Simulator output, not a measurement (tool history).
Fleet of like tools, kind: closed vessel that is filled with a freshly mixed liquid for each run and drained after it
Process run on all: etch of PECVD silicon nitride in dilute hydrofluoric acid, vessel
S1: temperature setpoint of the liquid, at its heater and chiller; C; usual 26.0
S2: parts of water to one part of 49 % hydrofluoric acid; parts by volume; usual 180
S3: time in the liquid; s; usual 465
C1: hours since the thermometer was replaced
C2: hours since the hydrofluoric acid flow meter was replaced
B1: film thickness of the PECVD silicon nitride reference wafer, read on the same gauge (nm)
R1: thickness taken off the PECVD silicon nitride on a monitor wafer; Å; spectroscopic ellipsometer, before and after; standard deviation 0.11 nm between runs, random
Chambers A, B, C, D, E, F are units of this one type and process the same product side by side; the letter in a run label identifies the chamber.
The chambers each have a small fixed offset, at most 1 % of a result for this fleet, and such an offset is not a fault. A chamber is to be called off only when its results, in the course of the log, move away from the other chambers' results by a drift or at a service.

run     day    S1   S2   S3      C1      C2      B1       R1
 1F   0.396  26.0  180  465   542.4   117.9  109.99  121.680
 2E   0.717  26.0  180  465   543.4  2261.9  109.97  120.360
 3D   1.233  26.0  180  465  1932.6   892.3  110.02  117.980
 4A   1.596  26.0  180  465    82.6   292.7  109.98  120.630
 5C   2.217  26.0  180  465   403.8   592.2  110.01  122.590
 6B   2.671  26.0  130  465  1459.4   914.3  110.01  167.470
 7D   3.017  26.0  130  465  1975.4   935.1  109.99  167.380
 8C   3.592  26.0  130  465   436.8   625.2  109.97  167.420
 9E   3.996  26.0  130  465   622.1  2340.6  110.00  166.590
10A   4.346  26.0  130  465   148.6   358.7  110.01  166.000
11B   4.662  26.0  130  465  1507.2   962.1  110.01  167.140
      4.804  -- chamber E: hydrofluoric acid flow meter replaced
12F   5.158  26.0  180  465   656.7   232.2  110.01  120.760
13D   5.704  29.5  180  330  2039.9   999.6  110.00  106.270
14A   6.029  29.5  180  330   189.0   399.1  109.99  107.710
15C   6.654  29.5  180  330   510.3   698.7  110.00  106.840
16F   6.979  29.5  180  330   700.4   275.9  110.00  104.980
17E   7.408  29.5  180  330   704.0    62.5  110.00  105.680
      7.500  -- chamber B: hydrofluoric acid flow meter replaced
      7.692  -- chamber F: thermometer replaced
18B   7.929  29.5  180  330  1585.6    10.3  110.00  106.420
      8.008  -- chamber A: hydrofluoric acid flow meter replaced
19B   8.279  26.0  180  465  1594.0    18.7  110.01  119.750
20A   8.642  26.0  180  465   251.7    15.3  110.00  119.390
21E   9.179  26.0  180  465   746.5   105.0  109.99  119.620
22C   9.638  26.0  180  465   581.9   770.3  110.01  117.680
23D  10.196  26.0  180  465  2147.7  1107.4  110.01  118.630
24F  10.529  26.0  180  465    68.1   361.1  110.02  121.330
25A  10.942  26.0  180  465   306.9    70.5  109.99  120.510
26B  11.483  26.0  180  465  1670.9    95.6  110.00  119.620
27C  11.812  26.0  180  465   634.1   822.5  109.99  115.070
28F  12.208  26.0  180  465   108.4   401.4  110.02  119.790
29E  12.633  26.0  180  465   829.4   187.9  110.03  119.450
30D  13.133  26.0  180  465  2218.2  1177.9  110.01  120.350
31B  13.450  26.0  180  465  1718.1   142.8  110.01  119.980
32C  13.804  26.0  180  465   681.9   870.3  109.98  113.590
33E  14.388  26.0  180  465   871.5   230.0  110.00  119.090
34A  14.929  26.0  180  465   402.6   166.2  110.02  122.540
35F  15.246  21.5  230  465   181.3   474.3  110.01   72.467
36D  15.650  21.5  230  465  2278.6  1238.3  110.01   70.298
37B  16.092  21.5  230  465  1781.5   206.2  110.00   71.367
38C  16.450  21.5  230  465   745.4   933.8  110.01   64.739
39A  16.767  21.5  230  465   446.7   210.3  109.99   70.950

Does one chamber stand apart from the rest, does the shared gauge drift, or is all well apart from small per-chamber offsets? Give the chamber and the most likely cause, where there is one.

Little by little, chamber C moves away from the other chambers.
Likeliest cause: liquid colder than its thermometer reads (K) = 1.63.
From this log alone, it may not be told apart from: hydrofluoric acid flow below the setpoint (%).

Here are 4 candidates for chamber C's next run, each the usual settings with a change, their results left as question marks. Which one brings its results back in line with what the others give on the usual settings?
In-line tolerance around the mean of the other chambers on the usual settings: R1 4.000 Å
40C-1  17.212  26.0  165  465               ?
40C-2  17.212  26.0  180  450               ?
40C-3  17.212  26.0  180  475               ?
40C-4  17.212  26.0  185  440               ?

On the usual settings, the other chambers give on average: R1 120.650 Å
  run       R1
40C-1  119.000
40C-2  105.790
40C-3  111.660
40C-4  100.700
The answer is 40C-1, which returns the chamber to within the allowed miss of the others.
